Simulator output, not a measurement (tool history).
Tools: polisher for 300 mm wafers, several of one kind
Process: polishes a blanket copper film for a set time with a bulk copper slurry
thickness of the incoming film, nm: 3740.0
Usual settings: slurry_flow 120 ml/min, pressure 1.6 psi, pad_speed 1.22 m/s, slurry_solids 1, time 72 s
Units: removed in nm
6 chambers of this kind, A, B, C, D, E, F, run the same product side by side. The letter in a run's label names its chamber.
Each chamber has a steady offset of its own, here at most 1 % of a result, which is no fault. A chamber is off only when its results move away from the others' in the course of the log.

| run | hour | slurry_flow | pressure | pad_speed | slurry_solids | time | wafers polished on this pad | hours since the slurry nozzle was cleaned | hours since the head pressure was calibrated | hours since the slurry blender was calibrated | removed |
|---|---|---|---|---|---|---|---|---|---|---|---|
| 1D | 3.3 | 120 | 1.6 | 1.22 | 1 | 72 | 353 | 236 | 159.4 | 118.9 | 390.5 |
|  | 3.8 | chamber A: worn pad replaced by a new one |
| 2C | 7.5 | 120 | 1.6 | 1.22 | 1 | 72 | 558 | 323.4 | 704.2 | 160.6 | 398.33 |
| 3F | 10.6 | 120 | 1.6 | 1.22 | 1 | 72 | 991 | 405.5 | 424 | 470.9 | 403.42 |
| 4E | 15.2 | 120 | 1.6 | 1.22 | 1 | 72 | 607 | 693.7 | 495 | 276.8 | 400.23 |
| 5A | 18.4 | 120 | 1.6 | 1.22 | 1 | 72 | 156 | 219.7 | 568 | 145.3 | 399.6 |
|  | 19.1 | chamber C: worn pad replaced by a new one |
| 6B | 23.3 | 120 | 1.6 | 1.22 | 1 | 72 | 598 | 471.6 | 37.9 | 284.9 | 401.98 |
| 7D | 29.3 | 120 | 1.6 | 1.22 | 1 | 72 | 630 | 262 | 185.4 | 144.9 | 390.3 |
| 8B | 34.8 | 120 | 1.6 | 1.22 | 1 | 72 | 720 | 483.1 | 49.4 | 296.4 | 394.25 |
| 9C | 39.2 | 120 | 1.6 | 1.22 | 1 | 72 | 213 | 355.1 | 735.9 | 192.3 | 404.58 |
|  | 40.5 | chamber F: slurry blender recalibrated |
| 10E | 44.4 | 120 | 1.6 | 1.22 | 1 | 72 | 918 | 722.9 | 524.2 | 306 | 393.82 |
|  | 45.8 | chamber A: worn pad replaced by a new one |
| 11A | 50.3 | 120 | 1.2 | 1.22 | 0.7 | 72 | 48 | 251.6 | 599.9 | 177.2 | 277.9 |
|  | 50.8 | chamber F: worn pad replaced by a new one |
| 12F | 55.4 | 120 | 1.2 | 1.22 | 0.7 | 72 | 49 | 450.3 | 468.8 | 15 | 276.78 |
|  | 57.1 | chamber B: worn pad replaced by a new one |
| 13D | 60.7 | 120 | 1.2 | 1.22 | 0.7 | 72 | 964 | 293.4 | 216.8 | 176.3 | 273.22 |
| 14C | 63.7 | 120 | 1.2 | 1.22 | 0.7 | 72 | 474 | 379.6 | 760.4 | 216.8 | 279.03 |
| 15B | 69.9 | 120 | 1.2 | 1.22 | 0.7 | 72 | 136 | 518.2 | 84.5 | 331.5 | 278.59 |
| 16E | 74 | 120 | 1.2 | 1.22 | 0.7 | 72 | 1233 | 752.5 | 553.8 | 335.6 | 276.51 |
|  | 74.2 | chamber C: worn pad replaced by a new one |
| 17A | 78.7 | 120 | 1.6 | 1.22 | 1 | 72 | 350 | 280 | 628.3 | 205.6 | 395.57 |
| 18F | 84.4 | 85 | 1.6 | 1.22 | 1 | 72 | 358 | 479.3 | 497.8 | 44 | 381.58 |
| 19F | 88.7 | 85 | 1.6 | 1.22 | 1 | 72 | 404 | 483.6 | 502.1 | 48.3 | 362.42 |
|  | 88.8 | chamber E: worn pad replaced by a new one |
| 20E | 94.5 | 85 | 1.6 | 1.22 | 1 | 72 | 61 | 773 | 574.3 | 356.1 | 358.65 |
|  | 95.5 | chamber A: worn pad replaced by a new one |
|  | 96.1 | chamber C: slurry nozzle cleaned |
| 21C | 98.6 | 85 | 1.6 | 1.22 | 1 | 72 | 260 | 2.5 | 795.3 | 251.7 | 360.69 |
| 22A | 103.5 | 85 | 1.6 | 1.22 | 1 | 72 | 85 | 304.8 | 653.1 | 230.4 | 370.88 |
|  | 106.4 | chamber E: slurry nozzle cleaned |
| 23D | 109.3 | 85 | 1.6 | 1.22 | 1 | 72 | 1481 | 342 | 265.4 | 224.9 | 356.75 |
| 24B | 113.2 | 120 | 1.6 | 1.22 | 1 | 72 | 597 | 561.5 | 127.8 | 374.8 | 390.91 |
|  | 116.7 | chamber B: slurry blender recalibrated |
| 25C | 119.1 | 120 | 1.6 | 1.22 | 1 | 72 | 478 | 23 | 815.8 | 272.2 | 404.4 |
| 26B | 122.8 | 120 | 1.6 | 1.22 | 1 | 72 | 699 | 571.1 | 137.4 | 6.1 | 397.34 |
| 27E | 126.3 | 120 | 1.6 | 1.22 | 1 | 72 | 399 | 19.9 | 606.1 | 387.9 | 396.88 |
|  | 130.8 | chamber E: slurry blender recalibrated |
| 28D | 132.3 | 120 | 1.6 | 1.22 | 1 | 72 | 1726 | 365 | 288.4 | 247.9 | 385.79 |
|  | 132.6 | chamber C: worn pad replaced by a new one |
| 29A | 136.4 | 120 | 1.6 | 1.22 | 1 | 72 | 435 | 337.7 | 686 | 263.3 | 400.64 |
|  | 136.6 | chamber A: head pressure recalibrated |
|  | 137.7 | chamber B: worn pad replaced by a new one |
| 30F | 139.7 | 120 | 1.6 | 1.22 | 1 | 72 | 946 | 534.6 | 553.1 | 99.3 | 400.38 |
|  | 142.8 | chamber A: worn pad replaced by a new one |
| 31C | 144.1 | 120 | 1.6 | 1.22 | 1 | 72 | 123 | 48 | 840.8 | 297.2 | 396.96 |
| 32B | 147.9 | 120 | 1.6 | 1.22 | 1 | 72 | 109 | 596.2 | 162.5 | 31.2 | 396.85 |
| 33E | 152.2 | 120 | 1.6 | 1.22 | 1 | 72 | 675 | 45.8 | 632 | 21.4 | 394.37 |
| 34F | 155.5 | 120 | 1.6 | 1.22 | 1 | 72 | 1114 | 550.4 | 568.9 | 115.1 | 397.14 |
|  | 159.5 | chamber A: slurry nozzle cleaned |
| 35D | 160.6 | 120 | 1.6 | 0.94 | 0.8 | 72 | 2027 | 393.3 | 316.7 | 276.2 | 272.83 |
| 36A | 163.8 | 120 | 1.6 | 0.94 | 0.8 | 72 | 223 | 4.4 | 27.2 | 290.7 | 295.39 |
| 37E | 169.8 | 120 | 1.6 | 0.94 | 0.8 | 72 | 862 | 63.4 | 649.6 | 39 | 285.99 |
| 38D | 175.4 | 120 | 1.6 | 0.94 | 0.8 | 72 | 2184 | 408.1 | 331.5 | 291 | 267.2 |
| 39F | 180.3 | 120 | 1.6 | 0.94 | 0.8 | 72 | 1378 | 575.2 | 593.7 | 139.9 | 289.86 |
|  | 180.5 | chamber A: slurry blender recalibrated |
| 40B | 183.5 | 120 | 1.6 | 0.94 | 0.8 | 72 | 488 | 631.8 | 198.1 | 66.8 | 287.46 |
| 41A | 187.9 | 120 | 2.2 | 0.84 | 1 | 72 | 480 | 28.5 | 51.3 | 7.4 | 376.35 |
| 42C | 190.7 | 120 | 2.2 | 0.84 | 1 | 72 | 619 | 94.6 | 887.4 | 343.8 | 370.25 |

Next, every chamber runs the same settings. What will each give?
| 43A | 195.3 | 95 | 1.6 | 1.22 | 1 | 72 |  |  |  |  | ? |
| 43B | 195.3 | 95 | 1.6 | 1.22 | 1 | 72 |  |  |  |  | ? |
| 43C | 195.3 | 95 | 1.6 | 1.22 | 1 | 72 |  |  |  |  | ? |
| 43D | 195.3 | 95 | 1.6 | 1.22 | 1 | 72 |  |  |  |  | ? |
| 43E | 195.3 | 95 | 1.6 | 1.22 | 1 | 72 |  |  |  |  | ? |
| 43F | 195.3 | 95 | 1.6 | 1.22 | 1 | 72 |  |  |  |  | ? |

| run | removed |
|---|---|
| 43A | 378.27 |
| 43B | 373 |
| 43C | 367.98 |
| 43D | 344.41 |
| 43E | 372.43 |
| 43F | 379.46 |
